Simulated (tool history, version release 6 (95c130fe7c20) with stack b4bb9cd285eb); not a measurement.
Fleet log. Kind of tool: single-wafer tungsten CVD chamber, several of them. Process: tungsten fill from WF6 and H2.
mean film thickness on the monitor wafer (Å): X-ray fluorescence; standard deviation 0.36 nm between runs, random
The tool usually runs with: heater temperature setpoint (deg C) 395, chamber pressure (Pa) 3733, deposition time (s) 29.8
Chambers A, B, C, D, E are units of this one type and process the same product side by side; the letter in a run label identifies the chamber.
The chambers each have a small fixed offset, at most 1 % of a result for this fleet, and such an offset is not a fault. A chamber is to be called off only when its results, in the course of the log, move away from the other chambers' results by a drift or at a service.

run   hour  heater temperature setpoint (deg C)  chamber pressure (Pa)  deposition time (s)  read-back reference wafer on the same gauge, thickness_nm  mean film thickness on the monitor wafer (Å)
 1C   14.2                                  395                   3733                 29.8                                                      80.29                                        760.98
      23.2  -- chamber C: capacitance manometer re-zeroed and calibrated
 2D   24.8                                  395                   3733                 29.8                                                      80.26                                        766.65
 3A     40                                  395                   3733                 29.8                                                     80.355                                        762.85
 4B   47.6                                  395                   3733                 29.8                                                     80.421                                        768.45
 5E   55.4                                  395                   3733                 29.8                                                     80.269                                        756.89
 6D   69.5                                  395                   3733                 29.8                                                     80.255                                        755.72
 7B   78.7                                  403                   4346                 29.8                                                      80.36                                        953.07
 8E   89.4                                  403                   4346                 29.8                                                     80.316                                         943.4
 9A  103.7                                  403                   4346                 29.8                                                     80.381                                        945.52
10C  114.3                                  403                   4346                 29.8                                                     80.395                                        943.05
11A  122.6                                  403                   4346                 29.8                                                     80.308                                         926.5
     124.5  -- chamber D: capacitance manometer re-zeroed and calibrated
12D  134.3                                  395                   3733                 29.8                                                     80.278                                           758
13B  148.4                                  395                   3733                 29.8                                                     80.312                                        765.53
14E    158                                  395                   3733                 29.8                                                     80.274                                        761.68
15C  168.1                                  395                   3733                 29.8                                                     80.253                                        762.98
16E  175.4                                  395                   3733                 29.8                                                     80.308                                        763.31
17C  183.1                                  395                   3733                 29.8                                                     80.285                                        769.12
18D  196.8                                  395                   3733                 29.8                                                     80.294                                        761.98
19B  205.2                                  395                   3733                 29.8                                                     80.326                                        763.79
20A  217.1                                  395                   3733                 29.8                                                       80.4                                        744.88
21E  231.9                                  395                   3733                 29.8                                                     80.265                                        762.38
22B  241.2                                  395                   3733                 29.8                                                     80.343                                        769.67
23C  252.7                                  381                   3733                   28                                                     80.212                                           544
24A  267.2                                  381                   3733                   28                                                     80.353                                         519.2
25D  278.1                                  381                   3733                   28                                                      80.27                                        544.15
26C  286.1                                  381                   3733                   28                                                     80.338                                        543.78
27E  299.1                                  381                   3733                   28                                                     80.348                                        544.45
28B  308.8                                  407                   3426                 29.8                                                     80.236                                        917.83
29D    318                                  407                   3426                 29.8                                                     80.226                                        906.22
30A  332.1                                  407                   3426                 29.8                                                     80.268                                        872.43
31D  345.6                                  407                   3426                 29.8                                                     80.233                                        919.12
32B  353.5                                  407                   3426                 29.8                                                     80.284                                         909.1
33C  365.8                                  395                   3733                 29.8                                                     80.289                                        764.24
34A  372.7                                  395                   3733                 29.8                                                     80.325                                        726.86
35E  387.5                                  395                   3733                 29.8                                                     80.232                                        760.55
36A  394.5                                  395                   3733                 29.8                                                     80.321                                        721.99
37C  403.1                                  395                   3733                 29.8                                                     80.325                                        762.61
38B  415.4                                  395                   3733                 29.8                                                     80.297                                        765.14
39D  426.4                                  401                   3146                 29.8                                                     80.254                                        786.79
40E  442.1                                  401                   3146                 29.8                                                     80.284                                         773.8

Does one chamber stand apart from the rest, does the shared gauge drift, or is all well apart from small per-chamber offsets? Give the chamber and the most likely cause, where there is one.

Little by little, chamber A moves away from the other chambers.
Most likely cause: wafer temperature below the value expected at the setpoint (K) = 3.23.

Chamber A could run next with any of the 4 candidate recipes listed below; each alters the usual settings, and their results appear as question marks. Which one brings its results back in line with what the other chambers deliver on the usual settings?
Counts as in line when no further than this from what the other chambers average on the usual settings: mean film thickness on the monitor wafer (Å) 13
41A-1  453.5                                  393                   3680                 29.2                                                                                                        ?
41A-2  453.5                                  397                   3786                 30.4                                                                                                        ?
41A-3  453.5                                  402                   3733                 29.8                                                                                                        ?
41A-4  453.5                                  389                   3586                 29.8                                                                                                        ?

Other chambers, usual settings, mean: mean film thickness on the monitor wafer (Å) 763.76
  run  mean film thickness on the monitor wafer (Å)
41A-1                                        671.17
41A-2                                        765.29
41A-3                                        819.45
41A-4                                        624.78
With 41A-2, the chamber falls back in line with the rest.
